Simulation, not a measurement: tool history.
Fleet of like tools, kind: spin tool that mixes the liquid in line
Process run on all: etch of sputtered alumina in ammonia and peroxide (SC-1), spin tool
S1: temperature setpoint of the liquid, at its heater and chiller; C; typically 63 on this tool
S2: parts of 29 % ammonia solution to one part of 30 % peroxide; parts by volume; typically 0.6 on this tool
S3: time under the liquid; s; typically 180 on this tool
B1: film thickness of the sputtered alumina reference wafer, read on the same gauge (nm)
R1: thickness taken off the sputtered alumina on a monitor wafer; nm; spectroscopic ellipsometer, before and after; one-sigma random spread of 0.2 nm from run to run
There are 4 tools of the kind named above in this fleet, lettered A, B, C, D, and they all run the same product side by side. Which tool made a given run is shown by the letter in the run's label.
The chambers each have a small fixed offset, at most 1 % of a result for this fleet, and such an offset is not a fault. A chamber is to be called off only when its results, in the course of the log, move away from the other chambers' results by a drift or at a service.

{"run": "1A", "hour": 7.5, "S1": 63, "S2": 0.6, "S3": 180, "B1": 149.99, "R1": 21.64}
{"run": "2D", "hour": 13.5, "S1": 63, "S2": 0.6, "S3": 180, "B1": 150.03, "R1": 21.484}
{"run": "3C", "hour": 22.7, "S1": 63, "S2": 0.6, "S3": 180, "B1": 150, "R1": 21.642}
{"run": "4B", "hour": 27.5, "S1": 63, "S2": 0.6, "S3": 180, "B1": 150, "R1": 21.145}
{"run": "5A", "hour": 32.3, "S1": 63, "S2": 0.6, "S3": 180, "B1": 150, "R1": 21.476}
{"run": "6D", "hour": 38.8, "S1": 63, "S2": 0.6, "S3": 180, "B1": 150.01, "R1": 21.417}
{"hour": 42.7, "done": "chamber A: ammonia flow meter replaced"}
{"run": "7C", "hour": 46.0, "S1": 63, "S2": 0.6, "S3": 180, "B1": 150.01, "R1": 21.863}
{"run": "8B", "hour": 51.9, "S1": 63, "S2": 0.6, "S3": 180, "B1": 150.01, "R1": 21.522}
{"run": "9B", "hour": 59.7, "S1": 63, "S2": 0.6, "S3": 180, "B1": 150, "R1": 21.268}
{"run": "10C", "hour": 65.2, "S1": 69.5, "S2": 0.7, "S3": 180, "B1": 149.99, "R1": 29.251}
{"run": "11D", "hour": 71.8, "S1": 69.5, "S2": 0.7, "S3": 180, "B1": 149.99, "R1": 29.871}
{"run": "12A", "hour": 77.4, "S1": 69.5, "S2": 0.7, "S3": 180, "B1": 149.99, "R1": 30.131}
{"run": "13C", "hour": 83.0, "S1": 69.5, "S2": 0.7, "S3": 180, "B1": 150, "R1": 29.201}
{"hour": 88.1, "done": "chamber A: thermometer replaced"}
{"run": "14B", "hour": 91.2, "S1": 63, "S2": 0.6, "S3": 180, "B1": 150.01, "R1": 21.619}
{"hour": 92.1, "done": "chamber B: ammonia flow meter replaced"}
{"run": "15D", "hour": 95.7, "S1": 63, "S2": 0.6, "S3": 180, "B1": 150, "R1": 21.427}
{"run": "16A", "hour": 102.6, "S1": 63, "S2": 0.6, "S3": 180, "B1": 149.99, "R1": 21.567}
{"run": "17A", "hour": 109.7, "S1": 63, "S2": 0.6, "S3": 180, "B1": 150.01, "R1": 21.441}
{"run": "18D", "hour": 117.3, "S1": 63, "S2": 0.6, "S3": 180, "B1": 150, "R1": 21.412}
{"run": "19B", "hour": 122.3, "S1": 63, "S2": 0.6, "S3": 180, "B1": 150.04, "R1": 21.544}
{"hour": 122.9, "done": "chamber B: new drum of ammonia solution connected"}
{"run": "20C", "hour": 130.5, "S1": 63, "S2": 0.6, "S3": 180, "B1": 150, "R1": 20.088}
{"run": "21A", "hour": 136.2, "S1": 57.5, "S2": 0.6, "S3": 100, "B1": 149.98, "R1": 9.0866}
{"run": "22D", "hour": 142.7, "S1": 57.5, "S2": 0.6, "S3": 100, "B1": 149.98, "R1": 8.9788}
{"run": "23B", "hour": 150.8, "S1": 57.5, "S2": 0.6, "S3": 100, "B1": 150, "R1": 9.0754}
{"run": "24C", "hour": 160.1, "S1": 57.5, "S2": 0.6, "S3": 100, "B1": 150.02, "R1": 8.0885}
{"run": "25D", "hour": 164.8, "S1": 63, "S2": 0.6, "S3": 180, "B1": 149.98, "R1": 21.813}
{"run": "26C", "hour": 169.5, "S1": 63, "S2": 0.6, "S3": 180, "B1": 150, "R1": 19.419}

One chamber off, gauge drift, or nothing amiss beyond the chambers' own small offsets? If it is a chamber, which one, and what is the likeliest cause?

One chamber, C, drifts off from the rest bit by bit.
Cause: temperature lost on the way to the wafer (K) = 2.17.
The log may not separate it from: liquid colder than its thermometer reads (K).

Here are 4 candidates for chamber C's next run, each the usual settings with a change, their results left as question marks. Which one brings its results back in line with what the others give on the usual settings?
In-line tolerance around the mean of the other chambers on the usual settings: R1 0.71 nm
{"run": "27C-1", "hour": 176.3, "S1": 63, "S2": 0.6, "S3": 175, "R1": "?"}
{"run": "27C-2", "hour": 176.3, "S1": 64, "S2": 0.6, "S3": 190, "R1": "?"}
{"run": "27C-3", "hour": 176.3, "S1": 62, "S2": 0.6, "S3": 170, "R1": "?"}
{"run": "27C-4", "hour": 176.3, "S1": 63, "S2": 0.6, "S3": 185, "R1": "?"}

On the usual settings, the other chambers give on average: R1 21.493 nm
run=27C-1 R1=18.84
run=27C-2 R1=21.523
run=27C-3 R1=17.379
run=27C-4 R1=19.917
27C-2 brings the chamber back in line.

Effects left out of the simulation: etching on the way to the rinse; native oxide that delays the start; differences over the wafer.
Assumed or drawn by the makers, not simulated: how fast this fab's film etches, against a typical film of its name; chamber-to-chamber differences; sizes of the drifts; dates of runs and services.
